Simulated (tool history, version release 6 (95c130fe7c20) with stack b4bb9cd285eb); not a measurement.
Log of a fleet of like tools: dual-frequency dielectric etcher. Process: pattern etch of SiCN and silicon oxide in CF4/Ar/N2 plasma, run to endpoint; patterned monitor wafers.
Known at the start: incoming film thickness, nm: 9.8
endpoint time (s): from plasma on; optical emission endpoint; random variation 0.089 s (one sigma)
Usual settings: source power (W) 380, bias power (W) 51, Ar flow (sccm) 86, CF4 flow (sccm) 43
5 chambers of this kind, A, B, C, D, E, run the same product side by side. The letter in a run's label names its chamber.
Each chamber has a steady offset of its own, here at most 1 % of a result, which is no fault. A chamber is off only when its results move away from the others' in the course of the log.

run 1E day=0.329 | source_power_(W)=380 bias_power_(W)=51 Ar_flow_(sccm)=86 CF4_flow_(sccm)=43 | endpoint_time_(s)=15.549
run 2B day=0.738 | source_power_(W)=380 bias_power_(W)=51 Ar_flow_(sccm)=86 CF4_flow_(sccm)=43 | endpoint_time_(s)=15.920
-- day=0.992 chamber B: bias power generator calibrated
run 3C day=1.025 | source_power_(W)=380 bias_power_(W)=51 Ar_flow_(sccm)=86 CF4_flow_(sccm)=43 | endpoint_time_(s)=15.700
run 4A day=1.304 | source_power_(W)=380 bias_power_(W)=51 Ar_flow_(sccm)=86 CF4_flow_(sccm)=43 | endpoint_time_(s)=15.675
run 5D day=1.521 | source_power_(W)=380 bias_power_(W)=51 Ar_flow_(sccm)=86 CF4_flow_(sccm)=43 | endpoint_time_(s)=15.590
run 6B day=1.925 | source_power_(W)=380 bias_power_(W)=51 Ar_flow_(sccm)=86 CF4_flow_(sccm)=43 | endpoint_time_(s)=15.747
run 7A day=2.325 | source_power_(W)=380 bias_power_(W)=51 Ar_flow_(sccm)=86 CF4_flow_(sccm)=43 | endpoint_time_(s)=15.732
run 8E day=2.558 | source_power_(W)=380 bias_power_(W)=63 Ar_flow_(sccm)=86 CF4_flow_(sccm)=43 | endpoint_time_(s)=14.591
-- day=2.783 chamber A: CF4 flow controller replaced
run 9C day=2.979 | source_power_(W)=380 bias_power_(W)=63 Ar_flow_(sccm)=86 CF4_flow_(sccm)=43 | endpoint_time_(s)=14.606
run 10D day=3.400 | source_power_(W)=380 bias_power_(W)=63 Ar_flow_(sccm)=86 CF4_flow_(sccm)=43 | endpoint_time_(s)=14.750
run 11B day=3.829 | source_power_(W)=380 bias_power_(W)=63 Ar_flow_(sccm)=86 CF4_flow_(sccm)=43 | endpoint_time_(s)=14.751
run 12C day=4.212 | source_power_(W)=380 bias_power_(W)=63 Ar_flow_(sccm)=86 CF4_flow_(sccm)=43 | endpoint_time_(s)=14.560
run 13A day=4.496 | source_power_(W)=380 bias_power_(W)=51 Ar_flow_(sccm)=86 CF4_flow_(sccm)=43 | endpoint_time_(s)=15.635
run 14D day=4.833 | source_power_(W)=380 bias_power_(W)=51 Ar_flow_(sccm)=86 CF4_flow_(sccm)=43 | endpoint_time_(s)=15.885
run 15E day=5.262 | source_power_(W)=380 bias_power_(W)=51 Ar_flow_(sccm)=86 CF4_flow_(sccm)=43 | endpoint_time_(s)=15.560
-- day=5.517 chamber A: wet clean of the chamber
run 16B day=5.638 | source_power_(W)=380 bias_power_(W)=51 Ar_flow_(sccm)=86 CF4_flow_(sccm)=43 | endpoint_time_(s)=15.981
run 17C day=5.983 | source_power_(W)=380 bias_power_(W)=51 Ar_flow_(sccm)=86 CF4_flow_(sccm)=43 | endpoint_time_(s)=15.756
run 18D day=6.188 | source_power_(W)=380 bias_power_(W)=51 Ar_flow_(sccm)=86 CF4_flow_(sccm)=43 | endpoint_time_(s)=15.831
run 19E day=6.471 | source_power_(W)=380 bias_power_(W)=51 Ar_flow_(sccm)=86 CF4_flow_(sccm)=43 | endpoint_time_(s)=15.575
-- day=6.638 chamber D: wet clean of the chamber
run 20A day=6.829 | source_power_(W)=380 bias_power_(W)=56 Ar_flow_(sccm)=86 CF4_flow_(sccm)=43 | endpoint_time_(s)=15.211
run 21D day=7.221 | source_power_(W)=380 bias_power_(W)=56 Ar_flow_(sccm)=86 CF4_flow_(sccm)=43 | endpoint_time_(s)=15.285
run 22C day=7.567 | source_power_(W)=380 bias_power_(W)=56 Ar_flow_(sccm)=86 CF4_flow_(sccm)=43 | endpoint_time_(s)=15.341
run 23B day=7.958 | source_power_(W)=380 bias_power_(W)=56 Ar_flow_(sccm)=86 CF4_flow_(sccm)=43 | endpoint_time_(s)=15.119
run 24E day=8.154 | source_power_(W)=380 bias_power_(W)=56 Ar_flow_(sccm)=86 CF4_flow_(sccm)=43 | endpoint_time_(s)=15.078
run 25A day=8.475 | source_power_(W)=380 bias_power_(W)=51 Ar_flow_(sccm)=86 CF4_flow_(sccm)=43 | endpoint_time_(s)=15.663
run 26E day=8.771 | source_power_(W)=380 bias_power_(W)=51 Ar_flow_(sccm)=86 CF4_flow_(sccm)=43 | endpoint_time_(s)=15.670
run 27C day=8.996 | source_power_(W)=380 bias_power_(W)=51 Ar_flow_(sccm)=86 CF4_flow_(sccm)=43 | endpoint_time_(s)=15.672
run 28A day=9.258 | source_power_(W)=380 bias_power_(W)=51 Ar_flow_(sccm)=86 CF4_flow_(sccm)=35 | endpoint_time_(s)=16.253
run 29D day=9.608 | source_power_(W)=380 bias_power_(W)=51 Ar_flow_(sccm)=86 CF4_flow_(sccm)=35 | endpoint_time_(s)=16.477
run 30B day=9.975 | source_power_(W)=380 bias_power_(W)=51 Ar_flow_(sccm)=86 CF4_flow_(sccm)=35 | endpoint_time_(s)=16.206
-- day=10.354 chamber E: CF4 flow controller replaced
run 31A day=10.379 | source_power_(W)=380 bias_power_(W)=51 Ar_flow_(sccm)=86 CF4_flow_(sccm)=35 | endpoint_time_(s)=16.079
run 32B day=10.617 | source_power_(W)=380 bias_power_(W)=51 Ar_flow_(sccm)=86 CF4_flow_(sccm)=35 | endpoint_time_(s)=16.269
run 33C day=10.871 | source_power_(W)=380 bias_power_(W)=51 Ar_flow_(sccm)=86 CF4_flow_(sccm)=43 | endpoint_time_(s)=15.680
run 34E day=11.267 | source_power_(W)=380 bias_power_(W)=51 Ar_flow_(sccm)=86 CF4_flow_(sccm)=43 | endpoint_time_(s)=15.712
-- day=11.354 chamber E: wet clean of the chamber
run 35D day=11.562 | source_power_(W)=380 bias_power_(W)=51 Ar_flow_(sccm)=86 CF4_flow_(sccm)=43 | endpoint_time_(s)=15.725
-- day=11.608 chamber B: wet clean of the chamber
run 36B day=11.896 | source_power_(W)=380 bias_power_(W)=51 Ar_flow_(sccm)=86 CF4_flow_(sccm)=43 | endpoint_time_(s)=15.723
run 37C day=12.171 | source_power_(W)=380 bias_power_(W)=51 Ar_flow_(sccm)=86 CF4_flow_(sccm)=43 | endpoint_time_(s)=15.642
run 38A day=12.542 | source_power_(W)=380 bias_power_(W)=51 Ar_flow_(sccm)=86 CF4_flow_(sccm)=43 | endpoint_time_(s)=15.706
run 39D day=12.988 | source_power_(W)=380 bias_power_(W)=51 Ar_flow_(sccm)=86 CF4_flow_(sccm)=43 | endpoint_time_(s)=15.752
run 40E day=13.279 | source_power_(W)=380 bias_power_(W)=51 Ar_flow_(sccm)=86 CF4_flow_(sccm)=43 | endpoint_time_(s)=15.555
run 41B day=13.579 | source_power_(W)=380 bias_power_(W)=62 Ar_flow_(sccm)=95 CF4_flow_(sccm)=43 | endpoint_time_(s)=15.121
run 42E day=13.996 | source_power_(W)=380 bias_power_(W)=62 Ar_flow_(sccm)=95 CF4_flow_(sccm)=43 | endpoint_time_(s)=14.850
run 43A day=14.421 | source_power_(W)=380 bias_power_(W)=62 Ar_flow_(sccm)=95 CF4_flow_(sccm)=43 | endpoint_time_(s)=14.962
run 44C day=14.833 | source_power_(W)=380 bias_power_(W)=62 Ar_flow_(sccm)=95 CF4_flow_(sccm)=43 | endpoint_time_(s)=14.972

Is one chamber off against the others, does the gauge drift, or is nothing wrong? If a chamber is off, say which, and what the likeliest cause is.

No chamber stands off beyond its own small offset, and the gauge holds steady.
